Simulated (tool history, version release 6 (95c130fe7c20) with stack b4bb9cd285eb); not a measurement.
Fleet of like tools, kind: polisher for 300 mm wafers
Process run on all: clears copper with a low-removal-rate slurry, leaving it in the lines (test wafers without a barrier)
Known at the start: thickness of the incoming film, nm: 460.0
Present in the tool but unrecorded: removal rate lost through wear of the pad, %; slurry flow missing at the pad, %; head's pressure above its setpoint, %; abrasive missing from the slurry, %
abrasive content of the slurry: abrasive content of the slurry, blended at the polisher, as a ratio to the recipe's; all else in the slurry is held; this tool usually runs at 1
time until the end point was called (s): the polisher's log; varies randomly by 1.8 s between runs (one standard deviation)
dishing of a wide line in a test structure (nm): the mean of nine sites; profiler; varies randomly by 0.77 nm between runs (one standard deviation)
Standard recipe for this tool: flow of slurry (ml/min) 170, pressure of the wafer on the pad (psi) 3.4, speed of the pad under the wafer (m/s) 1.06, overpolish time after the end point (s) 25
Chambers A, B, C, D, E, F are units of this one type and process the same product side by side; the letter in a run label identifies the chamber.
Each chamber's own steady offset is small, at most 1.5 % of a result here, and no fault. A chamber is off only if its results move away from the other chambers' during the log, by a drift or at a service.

run,hour,flow of slurry (ml/min),pressure of the wafer on the pad (psi),speed of the pad under the wafer (m/s),abrasive content of the slurry,overpolish time after the end point (s),wafers polished on this pad,hours since the slurry nozzle was cleaned,hours since the head pressure was calibrated,hours since the slurry blender was calibrated,time until the end point was called (s),dishing of a wide line in a test structure (nm)
1E,5.9,170,3.4,1.06,1,25,865,702.5,698.7,100.7,141.7,37.37
2B,13.6,170,3.4,1.06,1,25,306,833.8,583.3,21.5,147.23,38.057
# hour 19.5: chamber B: slurry nozzle cleaned
3C,19.5,170,3.4,1.06,1,25,967,78.4,699.3,63.4,145.1,37.402
# hour 24.2: chamber E: slurry nozzle cleaned
4A,26.8,170,3.4,1.06,1,25,500,137.8,835.3,70.5,143.96,39.08
5F,31.2,170,3.4,1.06,1,25,1153,152.6,125.6,122.9,144.72,38.022
6D,38,170,3.4,1.06,1,25,1072,211.4,464.4,94.2,145.03,36.972
# hour 40.2: chamber D: worn pad replaced by a new one
# hour 43.6: chamber A: head pressure recalibrated
7C,44.5,170,3.4,1.06,1,25,1213,103.4,724.3,88.4,143.33,37.49
# hour 44.9: chamber C: worn pad replaced by a new one
8B,48.3,170,3.4,1.06,1,25,648,28.9,618,56.2,146.88,38.157
# hour 49.8: chamber F: worn pad replaced by a new one
# hour 53.8: chamber B: worn pad replaced by a new one
9A,54.4,135,3.4,1.06,1,33,772,165.4,10.9,98.1,150.19,43.857
10D,61.7,135,3.4,1.06,1,33,212,235.1,488.1,117.9,151.79,43.835
# hour 63.8: chamber A: slurry blender recalibrated
11F,65.7,135,3.4,1.06,1,33,156,187.1,160.1,157.4,151.7,42.97
# hour 68.2: chamber A: worn pad replaced by a new one
12E,73.5,135,3.4,1.06,1,33,1531,49.4,766.3,168.3,151.31,41.856
13D,80.7,135,3.4,1.06,1,33,399,254.1,507.1,136.9,151.6,42.594
14B,88,135,3.4,1.06,1,33,337,68.6,657.7,95.9,151.7,41.16
# hour 88.9: chamber C: head pressure recalibrated
15E,91.9,170,3.4,1.06,1,25,1713,67.8,784.7,186.7,147.62,37.037
16A,99.9,170,3.4,1.06,1,25,312,210.9,56.4,36.1,148.1,37.198
# hour 103.2: chamber B: head pressure recalibrated
17C,105.9,170,4.3,1.06,1,25,601,164.8,17.1,149.8,114.09,43.262
# hour 108.4: chamber F: slurry blender recalibrated
18F,110.5,170,4.3,1.06,1,25,598,231.9,204.9,2.2,117.36,43.026
19E,115.7,170,4.3,1.06,1,25,1947,91.6,808.5,210.5,116.91,43.872
20D,123.1,170,4.3,1.06,1,25,817,296.5,549.5,179.3,117.85,42.808
21A,129.9,170,4.3,1.06,1,25,608,240.9,86.4,66.1,116.79,42.232
# hour 135.9: chamber B: worn pad replaced by a new one
22C,136.3,170,4.3,1.06,1,25,901,195.2,47.5,180.2,115.17,42.812
23F,143.2,170,3.4,1.06,1,11,921,264.6,237.6,34.9,144.55,22.76
# hour 148.6: chamber A: worn pad replaced by a new one
24B,150.4,170,3.4,1.06,1,11,143,131,47.2,158.3,148.1,22.405
# hour 154.9: chamber D: worn pad replaced by a new one
25F,158.5,170,3.4,1.06,1,11,1071,279.9,252.9,50.2,144.01,23.071
26C,162.8,170,3.4,1.06,1,11,1162,221.7,74,206.7,144.55,21.656
27D,167,170,3.4,1.06,1,11,119,340.4,593.4,223.2,147.36,22.024
# hour 169: chamber C: slurry blender recalibrated
# hour 169.2: chamber F: worn pad replaced by a new one
28A,173.2,170,3.4,1.06,1,11,243,284.2,129.7,109.4,145.18,22.185
29E,177.3,170,2.7,0.74,1,25,2555,153.2,870.1,272.1,277.18,23.693
# hour 179.6: chamber C: worn pad replaced by a new one
30B,181.4,170,2.7,0.74,1,25,449,162,78.2,189.3,260.74,26.399
31E,185.8,170,2.7,0.74,1,25,2638,161.7,878.6,280.6,281.52,23.42
32A,192.8,170,2.7,0.74,1,25,436,303.8,149.3,129,257.88,25.856
33D,198.8,170,2.7,0.74,1,25,433,372.2,625.2,255,268.23,25.655
34B,204.6,170,2.7,0.74,1,25,678,185.2,101.4,212.5,269.93,26.101
35F,209.5,140,3.4,1.06,1,25,397,330.9,303.9,101.2,152.3,36.357
# hour 210.3: chamber D: slurry blender recalibrated
36C,217,140,3.4,1.06,1,25,369,275.9,128.2,48.1,151.65,37.776
# hour 221.2: chamber D: slurry nozzle cleaned
37D,223.8,140,3.4,1.06,1,25,679,2.6,650.2,13.6,148.03,36.328
38C,230.1,140,3.4,1.06,1,25,498,289,141.3,61.2,153.85,36.144
39E,237.1,140,3.4,1.06,1,25,3144,213,929.9,331.9,164.14,34.539

Next, every chamber runs the same settings. What will each give?
40A,243,170,3.4,1.06,1,25,,,,,?,?
40B,243,170,3.4,1.06,1,25,,,,,?,?
40C,243,170,3.4,1.06,1,25,,,,,?,?
40D,243,170,3.4,1.06,1,25,,,,,?,?
40E,243,170,3.4,1.06,1,25,,,,,?,?
40F,243,170,3.4,1.06,1,25,,,,,?,?

run,time until the end point was called (s),dishing of a wide line in a test structure (nm)
40A,144.57,36.641
40B,148.43,39.344
40C,147.05,36.568
40D,146.63,37.711
40E,156.1,36.324
40F,142.74,38.833
